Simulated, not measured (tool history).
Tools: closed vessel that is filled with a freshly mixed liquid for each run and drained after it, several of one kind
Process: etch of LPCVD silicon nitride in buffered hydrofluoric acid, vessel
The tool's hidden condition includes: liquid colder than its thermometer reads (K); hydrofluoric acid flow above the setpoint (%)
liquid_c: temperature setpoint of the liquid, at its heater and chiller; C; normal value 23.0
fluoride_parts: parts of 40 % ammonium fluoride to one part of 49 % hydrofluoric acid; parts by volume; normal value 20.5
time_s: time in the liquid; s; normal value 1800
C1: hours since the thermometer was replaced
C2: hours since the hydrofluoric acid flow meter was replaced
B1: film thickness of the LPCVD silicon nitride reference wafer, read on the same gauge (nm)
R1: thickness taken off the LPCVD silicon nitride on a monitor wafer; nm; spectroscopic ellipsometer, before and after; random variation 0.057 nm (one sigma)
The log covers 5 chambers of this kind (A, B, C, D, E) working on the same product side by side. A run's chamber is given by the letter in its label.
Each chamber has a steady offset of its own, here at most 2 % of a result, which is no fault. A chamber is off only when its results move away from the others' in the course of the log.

run 1A hour=2.7 | liquid_c=23.0 fluoride_parts=20.5 time_s=1800 | C1=148.3 C2=733.9 | B1=129.99 | R1=10.4290
run 2D hour=6.6 | liquid_c=23.0 fluoride_parts=20.5 time_s=1800 | C1=945.4 C2=1320.5 | B1=130.03 | R1=10.4060
run 3B hour=12.6 | liquid_c=23.0 fluoride_parts=20.5 time_s=1800 | C1=414.2 C2=433.3 | B1=129.99 | R1=10.3960
run 4C hour=17.7 | liquid_c=23.0 fluoride_parts=20.5 time_s=1800 | C1=903.6 C2=1904.0 | B1=130.01 | R1=10.4710
run 5E hour=22.3 | liquid_c=23.0 fluoride_parts=20.5 time_s=2480 | C1=778.0 C2=350.3 | B1=130.00 | R1=14.4360
run 6D hour=27.7 | liquid_c=23.0 fluoride_parts=20.5 time_s=2480 | C1=966.5 C2=1341.6 | B1=129.97 | R1=14.5090
run 7C hour=32.8 | liquid_c=23.0 fluoride_parts=20.5 time_s=2480 | C1=918.7 C2=1919.1 | B1=130.02 | R1=14.1800
run 8E hour=37.3 | liquid_c=23.0 fluoride_parts=20.5 time_s=2480 | C1=793.0 C2=365.3 | B1=130.01 | R1=14.2320
run 9B hour=41.0 | liquid_c=23.0 fluoride_parts=20.5 time_s=2480 | C1=442.6 C2=461.7 | B1=129.97 | R1=14.3550
run 10A hour=43.9 | liquid_c=23.0 fluoride_parts=20.5 time_s=1800 | C1=189.5 C2=775.1 | B1=129.99 | R1=10.4310
run 11A hour=46.9 | liquid_c=26.0 fluoride_parts=20.5 time_s=1800 | C1=192.5 C2=778.1 | B1=130.00 | R1=12.3810
run 12C hour=50.0 | liquid_c=26.0 fluoride_parts=20.5 time_s=1800 | C1=935.9 C2=1936.3 | B1=130.01 | R1=12.0590
run 13D hour=54.9 | liquid_c=26.0 fluoride_parts=20.5 time_s=1800 | C1=993.7 C2=1368.8 | B1=130.00 | R1=12.5070
run 14B hour=58.4 | liquid_c=26.0 fluoride_parts=20.5 time_s=1800 | C1=460.0 C2=479.1 | B1=129.97 | R1=12.2930
run 15E hour=62.5 | liquid_c=26.0 fluoride_parts=20.5 time_s=1800 | C1=818.2 C2=390.5 | B1=130.01 | R1=12.0510
run 16A hour=68.5 | liquid_c=19.5 fluoride_parts=20.5 time_s=1180 | C1=214.1 C2=799.7 | B1=130.00 | R1=5.7229
run 17B hour=74.5 | liquid_c=19.5 fluoride_parts=20.5 time_s=1180 | C1=476.1 C2=495.2 | B1=130.01 | R1=5.5872
run 18D hour=79.9 | liquid_c=19.5 fluoride_parts=20.5 time_s=1180 | C1=1018.7 C2=1393.8 | B1=130.00 | R1=5.6126
run 19C hour=82.5 | liquid_c=19.5 fluoride_parts=20.5 time_s=1180 | C1=968.4 C2=1968.8 | B1=130.01 | R1=5.5955
run 20E hour=85.9 | liquid_c=19.5 fluoride_parts=20.5 time_s=1180 | C1=841.6 C2=413.9 | B1=130.04 | R1=5.4334
run 21A hour=89.4 | liquid_c=23.0 fluoride_parts=20.5 time_s=1800 | C1=235.0 C2=820.6 | B1=130.01 | R1=10.5150
run 22B hour=93.0 | liquid_c=23.0 fluoride_parts=20.5 time_s=1800 | C1=494.6 C2=513.7 | B1=130.01 | R1=10.5320
run 23C hour=98.7 | liquid_c=23.0 fluoride_parts=20.5 time_s=1800 | C1=984.6 C2=1985.0 | B1=129.97 | R1=10.3540
run 24E hour=104.3 | liquid_c=23.0 fluoride_parts=16.0 time_s=900 | C1=860.0 C2=432.3 | B1=129.98 | R1=6.3589
run 25D hour=109.5 | liquid_c=23.0 fluoride_parts=16.0 time_s=900 | C1=1048.3 C2=1423.4 | B1=130.01 | R1=6.6858
run 26C hour=113.0 | liquid_c=23.0 fluoride_parts=16.0 time_s=900 | C1=998.9 C2=1999.3 | B1=130.01 | R1=6.4801
run 27D hour=117.0 | liquid_c=23.0 fluoride_parts=16.0 time_s=900 | C1=1055.8 C2=1430.9 | B1=130.00 | R1=6.5865
run 28E hour=119.7 | liquid_c=23.0 fluoride_parts=16.0 time_s=900 | C1=875.4 C2=447.7 | B1=129.99 | R1=6.2928
run 29B hour=123.3 | liquid_c=23.0 fluoride_parts=20.5 time_s=1800 | C1=524.9 C2=544.0 | B1=129.98 | R1=10.5330
run 30A hour=127.6 | liquid_c=23.0 fluoride_parts=20.5 time_s=1800 | C1=273.2 C2=858.8 | B1=130.01 | R1=10.4770
run 31D hour=130.9 | liquid_c=23.0 fluoride_parts=20.5 time_s=1800 | C1=1069.7 C2=1444.8 | B1=129.98 | R1=10.5140
run 32E hour=133.8 | liquid_c=23.0 fluoride_parts=20.5 time_s=1800 | C1=889.5 C2=461.8 | B1=129.98 | R1=9.9200
run 33C hour=138.8 | liquid_c=23.0 fluoride_parts=20.5 time_s=1800 | C1=1024.7 C2=2025.1 | B1=130.00 | R1=10.3130
run 34B hour=143.8 | liquid_c=23.0 fluoride_parts=18.0 time_s=1800 | C1=545.4 C2=564.5 | B1=129.99 | R1=11.6700
run 35A hour=148.4 | liquid_c=23.0 fluoride_parts=18.0 time_s=1800 | C1=294.0 C2=879.6 | B1=130.02 | R1=11.9200
run 36A hour=153.1 | liquid_c=23.0 fluoride_parts=18.0 time_s=1800 | C1=298.7 C2=884.3 | B1=129.99 | R1=11.8150
run 37B hour=157.8 | liquid_c=23.0 fluoride_parts=18.0 time_s=1800 | C1=559.4 C2=578.5 | B1=129.98 | R1=11.7590
run 38D hour=163.8 | liquid_c=23.0 fluoride_parts=18.0 time_s=1800 | C1=1102.6 C2=1477.7 | B1=130.00 | R1=11.8030
run 39E hour=169.1 | liquid_c=23.0 fluoride_parts=20.5 time_s=1800 | C1=924.8 C2=497.1 | B1=130.00 | R1=9.8530
run 40C hour=171.8 | liquid_c=23.0 fluoride_parts=20.5 time_s=1800 | C1=1057.7 C2=2058.1 | B1=130.01 | R1=10.3120
run 41A hour=175.8 | liquid_c=23.0 fluoride_parts=20.5 time_s=1800 | C1=321.4 C2=907.0 | B1=129.99 | R1=10.4840

Next, all 5 chambers run the settings below, one line each with question marks for the results. What does each chamber give?
run 42A hour=180.1 | liquid_c=23.0 fluoride_parts=20.5 time_s=2610 | R1=?
run 42B hour=180.1 | liquid_c=23.0 fluoride_parts=20.5 time_s=2610 | R1=?
run 42C hour=180.1 | liquid_c=23.0 fluoride_parts=20.5 time_s=2610 | R1=?
run 42D hour=180.1 | liquid_c=23.0 fluoride_parts=20.5 time_s=2610 | R1=?
run 42E hour=180.1 | liquid_c=23.0 fluoride_parts=20.5 time_s=2610 | R1=?

run=42A R1=15.3330
run=42B R1=15.1770
run=42C R1=14.9270
run=42D R1=15.2040
run=42E R1=14.0970
